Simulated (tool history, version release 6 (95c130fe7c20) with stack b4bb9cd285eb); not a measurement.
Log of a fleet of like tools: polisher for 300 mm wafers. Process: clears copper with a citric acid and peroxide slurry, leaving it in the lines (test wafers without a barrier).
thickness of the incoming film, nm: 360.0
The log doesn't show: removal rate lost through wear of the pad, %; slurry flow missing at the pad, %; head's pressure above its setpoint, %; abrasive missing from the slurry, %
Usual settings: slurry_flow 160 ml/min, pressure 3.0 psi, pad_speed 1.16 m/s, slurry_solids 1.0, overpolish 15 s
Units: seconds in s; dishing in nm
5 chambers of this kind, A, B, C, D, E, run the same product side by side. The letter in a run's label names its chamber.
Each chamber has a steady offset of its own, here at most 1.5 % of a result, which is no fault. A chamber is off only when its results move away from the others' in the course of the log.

run,hour,slurry_flow,pressure,pad_speed,slurry_solids,overpolish,wafers polished on this pad,hours since the slurry nozzle was cleaned,hours since the head pressure was calibrated,hours since the slurry blender was calibrated,seconds,dishing
1B,8.8,160,3.0,1.16,1.0,15,443,118.0,334.7,30.7,162.81,15.691
# hour 12.7: chamber D: worn pad replaced by a new one
2A,21.3,160,3.0,1.16,1.0,15,238,278.5,889.4,126.9,164.38,15.656
3D,29.8,160,3.0,1.16,1.0,15,116,200.1,600.4,223.4,165.21,15.984
# hour 32.5: chamber A: slurry nozzle cleaned
# hour 34.9: chamber A: slurry blender recalibrated
# hour 40.8: chamber D: head pressure recalibrated
4C,42.1,160,3.0,1.16,1.0,15,475,560.8,538.5,172.5,162.08,16.085
5E,54.4,160,3.0,1.16,1.0,15,1056,139.4,94.0,93.4,163.44,16.369
6B,62.8,215,3.0,1.16,1.0,15,809,172.0,388.7,84.7,159.37,16.404
7E,70.5,215,3.0,1.16,1.0,15,1165,155.5,110.1,109.5,155.34,16.767
8A,81.0,215,3.0,1.16,1.0,15,642,48.5,949.1,46.2,157.22,16.684
9C,90.0,215,3.0,1.16,1.0,15,800,608.7,586.4,220.4,156.24,16.488
# hour 93.7: chamber E: worn pad replaced by a new one
10D,97.0,215,3.0,1.16,1.0,15,571,267.3,56.2,290.6,157.77,16.317
# hour 98.2: chamber C: worn pad replaced by a new one
11C,102.8,160,3.0,1.16,1.0,15,31,621.5,599.2,233.2,163.43,16.218
12D,111.5,160,3.0,1.16,1.0,15,669,281.8,70.7,305.1,163.12,16.160
# hour 115.6: chamber A: worn pad replaced by a new one
# hour 117.0: chamber A: head pressure recalibrated
# hour 117.5: chamber B: worn pad replaced by a new one
13A,123.8,160,3.0,1.16,1.0,15,56,91.3,6.9,89.0,154.13,16.711
# hour 125.4: chamber D: slurry nozzle cleaned
14E,132.4,160,3.0,0.78,1.2,15,262,217.4,172.0,171.4,230.30,13.571
# hour 140.0: chamber C: slurry nozzle cleaned
15B,141.2,160,3.0,0.78,1.2,15,160,250.4,467.1,163.1,230.11,13.066
16E,153.5,160,3.0,0.78,1.2,15,405,238.5,193.1,192.5,229.66,13.267
# hour 158.4: chamber D: worn pad replaced by a new one
17C,163.4,160,3.0,0.78,1.2,15,442,23.5,659.8,293.8,227.20,12.946
# hour 164.1: chamber D: slurry blender recalibrated
18A,174.0,160,3.0,0.78,1.2,15,396,141.5,57.1,139.2,213.20,13.715
# hour 181.1: chamber E: slurry blender recalibrated
# hour 185.1: chamber A: slurry blender recalibrated
19D,185.1,160,3.0,1.16,1.0,15,181,59.7,144.3,21.0,165.13,16.259
20B,193.9,185,3.0,1.16,1.0,15,518,303.1,519.8,215.8,160.73,16.467
# hour 194.4: chamber B: head pressure recalibrated
21C,204.6,185,3.0,1.16,1.0,15,721,64.7,701.0,335.0,162.14,16.394
22B,215.9,185,3.0,1.16,1.0,15,667,325.1,21.6,237.8,161.18,16.293
23D,221.9,185,3.0,1.16,1.0,15,430,96.5,181.1,57.8,159.78,16.261
24A,233.6,185,3.0,1.16,1.0,15,800,201.1,116.7,48.6,149.54,17.004
# hour 239.3: chamber C: worn pad replaced by a new one
25E,244.3,160,3.0,1.16,1.0,15,1021,329.3,283.9,63.3,162.91,15.885
26E,256.7,160,3.0,1.16,1.0,15,1105,341.7,296.3,75.7,164.00,16.117
27C,269.6,160,3.0,1.16,1.0,15,205,129.7,766.0,400.0,166.90,16.340
# hour 270.8: chamber A: worn pad replaced by a new one
# hour 274.9: chamber C: head pressure recalibrated
# hour 276.6: chamber C: slurry blender recalibrated
28B,282.2,180,3.4,1.16,1.0,15,1116,391.4,87.9,304.1,142.77,17.425
29A,293.1,180,3.4,1.16,1.0,15,151,260.6,176.2,108.1,130.90,17.971
30D,299.3,180,3.4,1.16,1.0,15,955,173.9,258.5,135.2,142.37,17.130
31A,304.9,180,3.4,1.16,1.0,15,231,272.4,188.0,119.9,131.50,18.413
# hour 308.1: chamber E: worn pad replaced by a new one
32C,311.2,180,3.4,1.16,1.0,15,487,171.3,36.3,34.7,142.25,17.065
33E,319.5,160,3.0,1.16,1.0,15,77,404.5,359.1,138.5,163.20,16.306

All 5 chambers run these settings next. Forecast each chamber's results:
34A,328.8,160,3.0,1.16,1.0,15,,,,,?,?
34B,328.8,160,3.0,1.16,1.0,15,,,,,?,?
34C,328.8,160,3.0,1.16,1.0,15,,,,,?,?
34D,328.8,160,3.0,1.16,1.0,15,,,,,?,?
34E,328.8,160,3.0,1.16,1.0,15,,,,,?,?

run,seconds,dishing
34A,153.94,16.657
34B,163.42,15.904
34C,165.49,16.120
34D,161.54,16.027
34E,163.85,16.221
